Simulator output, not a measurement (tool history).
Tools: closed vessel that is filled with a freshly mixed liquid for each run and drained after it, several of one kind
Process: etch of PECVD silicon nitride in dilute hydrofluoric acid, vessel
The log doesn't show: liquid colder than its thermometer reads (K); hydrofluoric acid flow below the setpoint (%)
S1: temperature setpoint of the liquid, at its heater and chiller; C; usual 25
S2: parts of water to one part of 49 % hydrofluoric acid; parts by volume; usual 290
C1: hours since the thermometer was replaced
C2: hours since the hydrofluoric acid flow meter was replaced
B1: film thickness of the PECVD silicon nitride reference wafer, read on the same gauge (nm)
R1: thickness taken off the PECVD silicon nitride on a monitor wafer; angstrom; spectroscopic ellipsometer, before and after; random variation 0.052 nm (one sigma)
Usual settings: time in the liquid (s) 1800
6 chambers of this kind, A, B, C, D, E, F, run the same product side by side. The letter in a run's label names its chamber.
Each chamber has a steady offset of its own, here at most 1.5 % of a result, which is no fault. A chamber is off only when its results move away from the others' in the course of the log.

Run 1E, hour 7.4: usual settings; C1 945.7; C2 976.1; B1 70.03. Result: R1 114.41 angstrom.
At hour 13: chamber F: thermometer replaced.
Run 2D, hour 18.2: usual settings; C1 496.3; C2 199.7; B1 69.959. Result: R1 113.18 angstrom.
Run 3A, hour 25.8: usual settings; C1 854.5; C2 2414.5; B1 69.994. Result: R1 112.15 angstrom.
Run 4C, hour 36.8: usual settings; C1 80.7; C2 1100.2; B1 70.004. Result: R1 115.36 angstrom.
Run 5F, hour 45.5: usual settings; C1 32.6; C2 58.6; B1 70.009. Result: R1 114.09 angstrom.
Run 6B, hour 57.8: usual settings but time in the liquid (s) 2525; C1 553.1; C2 74.4; B1 70.022. Result: R1 158.95 angstrom.
Run 7C, hour 70.8: usual settings but time in the liquid (s) 2525; C1 114.7; C2 1134.2; B1 70.02. Result: R1 160.01 angstrom.
Run 8A, hour 77.8: usual settings but time in the liquid (s) 2525; C1 906.5; C2 2466.5; B1 70.023. Result: R1 157.75 angstrom.
Run 9B, hour 90.7: usual settings but time in the liquid (s) 2525; C1 586; C2 107.3; B1 69.955. Result: R1 158.16 angstrom.
Run 10F, hour 97.5: usual settings but time in the liquid (s) 2525; C1 84.6; C2 110.6; B1 69.983. Result: R1 159.84 angstrom.
At hour 105.8: chamber A: hydrofluoric acid flow meter replaced.
Run 11D, hour 109.5: usual settings but time in the liquid (s) 2525; C1 587.6; C2 291; B1 70.013. Result: R1 157.76 angstrom.
Run 12E, hour 121: usual settings; C1 1059.3; C2 1089.7; B1 70.051. Result: R1 113.7 angstrom.
Run 13B, hour 134.8: usual settings but S1 20.5 C; C1 630.1; C2 151.4; B1 69.988. Result: R1 86.54 angstrom.
Run 14A, hour 146.5: usual settings but S1 20.5 C; C1 975.2; C2 40.8; B1 70.001. Result: R1 86.442 angstrom.
Run 15D, hour 154.4: usual settings but S1 20.5 C; C1 632.5; C2 335.9; B1 69.952. Result: R1 85.178 angstrom.
Run 16F, hour 165.8: usual settings but S1 20.5 C; C1 152.9; C2 178.9; B1 70.038. Result: R1 86.393 angstrom.
Run 17C, hour 173.9: usual settings but S1 20.5 C; C1 217.8; C2 1237.3; B1 69.981. Result: R1 86.424 angstrom.
Run 18E, hour 186: usual settings but S1 20.5 C; C1 1124.3; C2 1154.7; B1 70.016. Result: R1 86.112 angstrom.
Run 19E, hour 194.2: usual settings but S1 22 C, time in the liquid (s) 745; C1 1132.5; C2 1162.9; B1 70.013. Result: R1 39.037 angstrom.
Run 20A, hour 206.6: usual settings but S1 22 C, time in the liquid (s) 745; C1 1035.3; C2 100.9; B1 69.988. Result: R1 39.012 angstrom.
Run 21D, hour 219.1: usual settings but S1 22 C, time in the liquid (s) 745; C1 697.2; C2 400.6; B1 69.964. Result: R1 38.778 angstrom.
Run 22F, hour 230.9: usual settings but S1 22 C, time in the liquid (s) 745; C1 218; C2 244; B1 70. Result: R1 39.328 angstrom.
Run 23C, hour 243.9: usual settings but S1 22 C, time in the liquid (s) 745; C1 287.8; C2 1307.3; B1 69.989. Result: R1 39.368 angstrom.
Run 24B, hour 251.1: usual settings but S1 22 C, time in the liquid (s) 745; C1 746.4; C2 267.7; B1 69.99. Result: R1 38.881 angstrom.
Run 25A, hour 261.4: usual settings; C1 1090.1; C2 155.7; B1 69.996. Result: R1 112.48 angstrom.
Run 26E, hour 273.4: usual settings but S1 20.5 C, time in the liquid (s) 1100; C1 1211.7; C2 1242.1; B1 69.989. Result: R1 51.601 angstrom.
Run 27B, hour 287.3: usual settings but S1 20.5 C, time in the liquid (s) 1100; C1 782.6; C2 303.9; B1 70.032. Result: R1 52.775 angstrom.
Run 28F, hour 300.9: usual settings but S1 20.5 C, time in the liquid (s) 1100; C1 288; C2 314; B1 70.01. Result: R1 52.416 angstrom.
Run 29D, hour 307.7: usual settings but S1 20.5 C, time in the liquid (s) 1100; C1 785.8; C2 489.2; B1 69.999. Result: R1 52.217 angstrom.
Run 30C, hour 317.7: usual settings but S1 20.5 C, time in the liquid (s) 1100; C1 361.6; C2 1381.1; B1 70. Result: R1 52.9 angstrom.
Run 31E, hour 326.7: usual settings but S1 20.5 C, time in the liquid (s) 1100; C1 1265; C2 1295.4; B1 69.98. Result: R1 51.476 angstrom.
Run 32C, hour 337.9: usual settings; C1 381.8; C2 1401.3; B1 70.005. Result: R1 115.5 angstrom.
Run 33B, hour 344.9: usual settings; C1 840.2; C2 361.5; B1 69.972. Result: R1 112.65 angstrom.
Run 34A, hour 351.9: usual settings; C1 1180.6; C2 246.2; B1 70.011. Result: R1 112.15 angstrom.
Run 35D, hour 360.2: usual settings; C1 838.3; C2 541.7; B1 69.987. Result: R1 113.16 angstrom.
Run 36F, hour 372.9: usual settings; C1 360; C2 386; B1 70.027. Result: R1 114.27 angstrom.

All 6 chambers run these settings next. Forecast each chamber's results:
Run 37A, hour 383.2: usual settings but S1 28 C. Result: R1 ?.
Run 37B, hour 383.2: usual settings but S1 28 C. Result: R1 ?.
Run 37C, hour 383.2: usual settings but S1 28 C. Result: R1 ?.
Run 37D, hour 383.2: usual settings but S1 28 C. Result: R1 ?.
Run 37E, hour 383.2: usual settings but S1 28 C. Result: R1 ?.
Run 37F, hour 383.2: usual settings but S1 28 C. Result: R1 ?.

run      R1
37A  133.91
37B  136.26
37C  136.41
37D   135.8
37E  130.72
37F  136.86

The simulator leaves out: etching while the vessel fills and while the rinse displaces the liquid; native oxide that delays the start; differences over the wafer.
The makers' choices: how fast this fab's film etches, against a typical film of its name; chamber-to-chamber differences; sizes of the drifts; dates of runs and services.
